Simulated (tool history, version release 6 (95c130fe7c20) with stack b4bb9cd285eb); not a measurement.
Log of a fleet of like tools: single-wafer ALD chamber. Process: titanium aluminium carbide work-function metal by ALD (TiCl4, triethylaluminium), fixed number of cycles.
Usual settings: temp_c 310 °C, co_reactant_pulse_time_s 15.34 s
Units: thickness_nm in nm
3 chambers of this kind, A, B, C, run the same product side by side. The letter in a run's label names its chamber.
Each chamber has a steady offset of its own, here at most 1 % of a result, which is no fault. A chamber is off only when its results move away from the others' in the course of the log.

run   hour  temp_c  co_reactant_pulse_time_s  hours since the last thermocouple change  hours since the last triethylaluminium bottle change  read-back reference wafer on the same gauge, thickness_nm  thickness_nm
 1C    7.8     310                     15.34                                    2515.3                                                1376.6                                                       1.86         2.138
 2B   18.3     310                     15.34                                    1337.7                                                 812.3                                                     1.8599        2.1536
 3A   28.5     310                     15.34                                       583                                                1262.7                                                     1.8604        2.1509
 4A   38.8     310                     15.34                                     593.3                                                  1273                                                     1.8593        2.1387
 5B   45.1     310                     15.34                                    1364.5                                                 839.1                                                     1.8599        2.1609
 6C   53.3     310                      19.5                                    2560.8                                                1422.1                                                     1.8618         2.148
 7A   58.3     310                      19.5                                     612.8                                                1292.5                                                     1.8612         2.159
 8B   65.3     310                      19.5                                    1384.7                                                 859.3                                                     1.8592        2.1653
      71.9  -- chamber C: thermocouple changed; heater temperature recalibrated
 9C   71.9     310                     15.34                                         0                                                1440.7                                                       1.86        2.0977
10C   81.3     310                     15.34                                       9.4                                                1450.1                                                     1.8611        2.0949
      83.2  -- chamber C: triethylaluminium bottle replaced
11B   91.7     303                     15.34                                    1411.1                                                 885.7                                                     1.8605        2.0943
12A  102.6     303                     15.34                                     657.1                                                1336.8                                                     1.8597        2.0803
13B  107.7     303                     15.34                                    1427.1                                                 901.7                                                     1.8611        2.0875
14A  116.3     310                     15.34                                     670.8                                                1350.5                                                     1.8594        2.1502
15C  125.5     310                     15.34                                      53.6                                                  42.4                                                     1.8603        2.0948
16A  133.4     310                     15.34                                     687.9                                                1367.6                                                     1.8593        2.1476
17C  143.8     310                     15.34                                      71.9                                                  60.7                                                     1.8606        2.0905
18B  153.5     310                     15.34                                    1472.9                                                 947.5                                                     1.8609        2.1646
19B  162.5     310                     15.34                                    1481.9                                                 956.5                                                     1.8605        2.1501
20C  167.3     310                     15.34                                      95.4                                                  84.2                                                       1.86        2.0995
21A    172     310                     15.34                                     726.5                                                1406.2                                                       1.86        2.1462

Is one chamber off against the others, does the gauge drift, or is nothing wrong? If a chamber is off, say which, and what the likeliest cause is.

A service left chamber C off against the others.
Cause: wafer temperature below the value expected at the setpoint (K) = 4.69.

Here are 4 candidates for chamber C's next run, each the usual settings with a change, their results left as question marks. Which one brings its results back in line with what the others give on the usual settings?
In line means no further than this from the other chambers' mean on the usual settings: thickness_nm 0.017 nm
22C-1  179.8     304                     14.93                                                                                                                                                                        ?
22C-2  179.8     312                     15.52                                                                                                                                                                        ?
22C-3  179.8     307                     15.34                                                                                                                                                                        ?
22C-4  179.8     316                     15.75                                                                                                                                                                        ?

The other chambers' mean on the usual settings: thickness_nm 2.1517 nm
  run  thickness_nm
22C-1        2.0464
22C-2        2.1214
22C-3        2.0752
22C-4        2.1587
22C-4 brings the chamber back in line.
